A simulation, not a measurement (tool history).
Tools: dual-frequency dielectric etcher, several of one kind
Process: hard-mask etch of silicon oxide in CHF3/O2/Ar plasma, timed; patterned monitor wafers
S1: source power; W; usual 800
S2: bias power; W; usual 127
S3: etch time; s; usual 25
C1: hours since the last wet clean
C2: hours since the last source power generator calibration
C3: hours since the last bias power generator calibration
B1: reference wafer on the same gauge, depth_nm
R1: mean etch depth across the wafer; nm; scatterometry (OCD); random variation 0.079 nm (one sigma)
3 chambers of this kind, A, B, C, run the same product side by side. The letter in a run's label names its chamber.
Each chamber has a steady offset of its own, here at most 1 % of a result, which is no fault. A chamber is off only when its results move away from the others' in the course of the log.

run	hour	S1	S2	S3	C1	C2	C3	B1	R1
1A	6.9	800	127	25	58.2	344	367.8	44.983	49.43
2B	12.2	800	127	25	68.4	1688.5	1504.2	44.966	49.797
3C	17.5	800	127	25	107.4	1567.2	350.3	44.997	49.123
4B	24.4	800	127	25	80.6	1700.7	1516.4	44.97	49.673
5A	29.3	800	127	25	80.6	366.4	390.2	44.956	49.421
6C	34.5	800	127	25	124.4	1584.2	367.3	44.939	49.245
7A	40.8	900	127	25	92.1	377.9	401.7	44.929	51.673
8B	45.7	900	127	25	101.9	1722	1537.7	44.929	52.113
9C	51.2	900	127	25	141.1	1600.9	384	44.918	51.541
10A	61.1	800	152	30.5	112.4	398.2	422	44.919	63.702
11B	69.1	800	152	30.5	125.3	1745.4	1561.1	44.891	64.294
12C	76	800	152	30.5	165.9	1625.7	408.8	44.89	63.279
13C	83.1	800	127	25	173	1632.8	415.9	44.866	49.091
14A	93.9	870	127	25	145.2	431	454.8	44.848	50.889
15B	99.8	870	127	25	156	1776.1	1591.8	44.883	51.369
16A	107.2	870	127	25	158.5	444.3	468.1	44.836	50.87
17B	115.5	660	115	25	171.7	1791.8	1607.5	44.839	44.517
18C	122.4	660	115	25	212.3	1672.1	455.2	44.826	44.059
19A	129.6	660	115	25	180.9	466.7	490.5	44.807	44.157
20C	140	800	127	25	229.9	1689.7	472.8	44.786	48.998
21B	145.5	800	127	25	201.7	1821.8	1637.5	44.797	49.517
22A	152.7	800	127	25	204	489.8	513.6	44.779	49.135
23B	163.5	800	127	25	219.7	1839.8	1655.5	44.762	49.457
24C	173.9	800	127	25	263.8	1723.6	506.7	44.748	48.993
25A	182.3	920	127	27	233.6	519.4	543.2	44.749	55.924
26B	189.1	920	127	27	245.3	1865.4	1681.1	44.721	56.34
27C	195.2	920	127	27	285.1	1744.9	528	44.683	55.747

What goes on in this fleet: one chamber off, a drifting gauge, or nothing beyond the chambers' own small offsets? Name the chamber and the cause, if any.

The gauge drifts, so all chambers seem to drift together. No chamber is off.
Cause: gauge reads low (%) = 0.668.
